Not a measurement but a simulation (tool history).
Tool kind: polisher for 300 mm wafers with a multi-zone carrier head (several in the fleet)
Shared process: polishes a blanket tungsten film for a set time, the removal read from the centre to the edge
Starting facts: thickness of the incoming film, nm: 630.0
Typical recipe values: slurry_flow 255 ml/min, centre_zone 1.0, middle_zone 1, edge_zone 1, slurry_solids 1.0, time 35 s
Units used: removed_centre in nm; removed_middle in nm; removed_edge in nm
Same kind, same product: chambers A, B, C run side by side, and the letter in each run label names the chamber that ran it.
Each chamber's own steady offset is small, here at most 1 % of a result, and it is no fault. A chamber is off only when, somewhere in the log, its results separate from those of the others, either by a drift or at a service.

Run 1A, hour 7.8: usual settings. Result: removed_centre 234.94 nm, removed_middle 237.01 nm, removed_edge 235.76 nm.
At hour 18.6: chamber A: worn pad replaced by a new one.
Run 2C, hour 20.8: usual settings. Result: removed_centre 237.51 nm, removed_middle 239.05 nm, removed_edge 232.74 nm.
Run 3B, hour 26.8: usual settings. Result: removed_centre 233.94 nm, removed_middle 237.56 nm, removed_edge 233.32 nm.
At hour 31.0: chamber B: worn pad replaced by a new one.
Run 4A, hour 39.0: usual settings. Result: removed_centre 240.41 nm, removed_middle 246.90 nm, removed_edge 237.32 nm.
Run 5B, hour 52.3: usual settings. Result: removed_centre 236.70 nm, removed_middle 240.79 nm, removed_edge 237.62 nm.
At hour 52.8: chamber C: worn pad replaced by a new one.
Run 6C, hour 59.9: usual settings. Result: removed_centre 239.13 nm, removed_middle 236.45 nm, removed_edge 239.99 nm.
Run 7C, hour 72.0: usual settings. Result: removed_centre 237.24 nm, removed_middle 233.81 nm, removed_edge 241.34 nm.
At hour 77.6: chamber A: centre zone pressure recalibrated.
Run 8A, hour 79.3: usual settings but centre_zone 1.1. Result: removed_centre 263.78 nm, removed_middle 232.78 nm, removed_edge 235.01 nm.
Run 9B, hour 92.7: usual settings but centre_zone 1.1. Result: removed_centre 261.54 nm, removed_middle 230.67 nm, removed_edge 242.60 nm.
At hour 96.0: chamber A: worn pad replaced by a new one.
At hour 103.2: chamber B: worn pad replaced by a new one.
Run 10A, hour 103.5: usual settings but centre_zone 1.1. Result: removed_centre 261.41 nm, removed_middle 232.26 nm, removed_edge 236.19 nm.
At hour 108.5: chamber C: worn pad replaced by a new one.
Run 11B, hour 111.7: usual settings. Result: removed_centre 234.36 nm, removed_middle 240.85 nm, removed_edge 241.93 nm.
Run 12C, hour 121.1: usual settings. Result: removed_centre 235.67 nm, removed_middle 236.52 nm, removed_edge 237.26 nm.
Run 13A, hour 134.0: usual settings. Result: removed_centre 240.10 nm, removed_middle 234.02 nm, removed_edge 232.16 nm.
Run 14B, hour 143.8: usual settings. Result: removed_centre 236.07 nm, removed_middle 234.11 nm, removed_edge 242.32 nm.
At hour 149.2: chamber C: centre zone pressure recalibrated.
Run 15C, hour 154.9: usual settings. Result: removed_centre 255.06 nm, removed_middle 235.09 nm, removed_edge 238.62 nm.
At hour 165.3: chamber C: worn pad replaced by a new one.
At hour 167.0: chamber A: edge zone pressure recalibrated.
Run 16C, hour 167.1: usual settings. Result: removed_centre 252.08 nm, removed_middle 236.16 nm, removed_edge 238.17 nm.
At hour 171.2: chamber A: worn pad replaced by a new one.
At hour 171.6: chamber C: slurry nozzle cleaned.
Run 17A, hour 176.9: usual settings. Result: removed_centre 235.28 nm, removed_middle 235.92 nm, removed_edge 236.78 nm.
At hour 179.5: chamber B: worn pad replaced by a new one.
Run 18B, hour 186.5: usual settings but time 42 s. Result: removed_centre 288.02 nm, removed_middle 286.18 nm, removed_edge 290.19 nm.
Run 19C, hour 199.3: usual settings but time 42 s. Result: removed_centre 303.79 nm, removed_middle 284.02 nm, removed_edge 284.46 nm.
Run 20A, hour 206.1: usual settings but time 42 s. Result: removed_centre 285.52 nm, removed_middle 284.40 nm, removed_edge 283.75 nm.
Run 21B, hour 215.9: usual settings. Result: removed_centre 234.86 nm, removed_middle 233.90 nm, removed_edge 239.09 nm.
Run 22C, hour 228.0: usual settings. Result: removed_centre 255.05 nm, removed_middle 234.07 nm, removed_edge 245.43 nm.
At hour 234.2: chamber C: worn pad replaced by a new one.
Run 23B, hour 234.9: usual settings. Result: removed_centre 237.54 nm, removed_middle 237.56 nm, removed_edge 238.07 nm.
Run 24A, hour 244.6: usual settings. Result: removed_centre 238.00 nm, removed_middle 236.74 nm, removed_edge 237.48 nm.
At hour 245.9: chamber A: slurry nozzle cleaned.
At hour 251.5: chamber B: worn pad replaced by a new one.
Run 25B, hour 253.2: usual settings. Result: removed_centre 237.96 nm, removed_middle 235.14 nm, removed_edge 233.71 nm.
At hour 258.0: chamber A: worn pad replaced by a new one.
Run 26A, hour 265.7: usual settings. Result: removed_centre 235.56 nm, removed_middle 236.02 nm, removed_edge 240.42 nm.
Run 27C, hour 277.7: usual settings. Result: removed_centre 254.23 nm, removed_middle 237.74 nm, removed_edge 238.24 nm.
At hour 281.6: chamber B: centre zone pressure recalibrated.
Run 28A, hour 289.1: usual settings but centre_zone 1.1, time 42 s. Result: removed_centre 315.33 nm, removed_middle 290.46 nm, removed_edge 281.55 nm.
Run 29C, hour 296.0: usual settings but centre_zone 1.1, time 42 s. Result: removed_centre 341.77 nm, removed_middle 279.28 nm, removed_edge 285.21 nm.
At hour 298.2: chamber C: edge zone pressure recalibrated.
At hour 298.6: chamber C: worn pad replaced by a new one.
Run 30B, hour 302.3: usual settings but centre_zone 1.1, time 42 s. Result: removed_centre 315.19 nm, removed_middle 283.56 nm, removed_edge 287.36 nm.
Run 31C, hour 310.0: usual settings. Result: removed_centre 255.39 nm, removed_middle 234.66 nm, removed_edge 235.89 nm.
At hour 315.1: chamber B: worn pad replaced by a new one.
Run 32B, hour 318.2: usual settings but slurry_solids 0.9. Result: removed_centre 233.19 nm, removed_middle 232.01 nm, removed_edge 232.05 nm.

Is one chamber off against the others, does the gauge drift, or is nothing wrong? If a chamber is off, say which, and what the likeliest cause is.

Chamber C has stood off from the others ever since a service on it.
Cause: centre zone's pressure above its setpoint, % = 6.75.

Which of the 4 candidates below, each the usual settings with something changed and its results left as question marks, puts chamber C back in line with what the other chambers give on the usual settings?
Maximum distance from the other chambers' mean on the usual settings for a result to count as in line: removed_centre 7.50 nm; removed_middle 11.00 nm; removed_edge 11.00 nm
Run 33C-1, hour 327.8: usual settings but centre_zone 0.99. Result: removed_centre ?, removed_middle ?, removed_edge ?.
Run 33C-2, hour 327.8: usual settings but centre_zone 1.01. Result: removed_centre ?, removed_middle ?, removed_edge ?.
Run 33C-3, hour 327.8: usual settings but slurry_flow 260 ml/min, centre_zone 1.06, middle_zone 0.98, edge_zone 0.98. Result: removed_centre ?, removed_middle ?, removed_edge ?.
Run 33C-4, hour 327.8: usual settings but slurry_flow 250 ml/min, centre_zone 0.94, middle_zone 1.02, edge_zone 1.02. Result: removed_centre ?, removed_middle ?, removed_edge ?.

Other chambers, usual settings, mean: removed_centre 237.03 nm; removed_middle 237.73 nm; removed_edge 237.88 nm
  run  removed_centre  removed_middle  removed_edge
33C-1          251.82          233.97        239.18
33C-2          257.36          233.94        239.18
33C-3          271.81          230.08        237.09
33C-4          237.42          237.79        241.24
Change 33C-4 lands the chamber within the allowed miss of the other chambers.
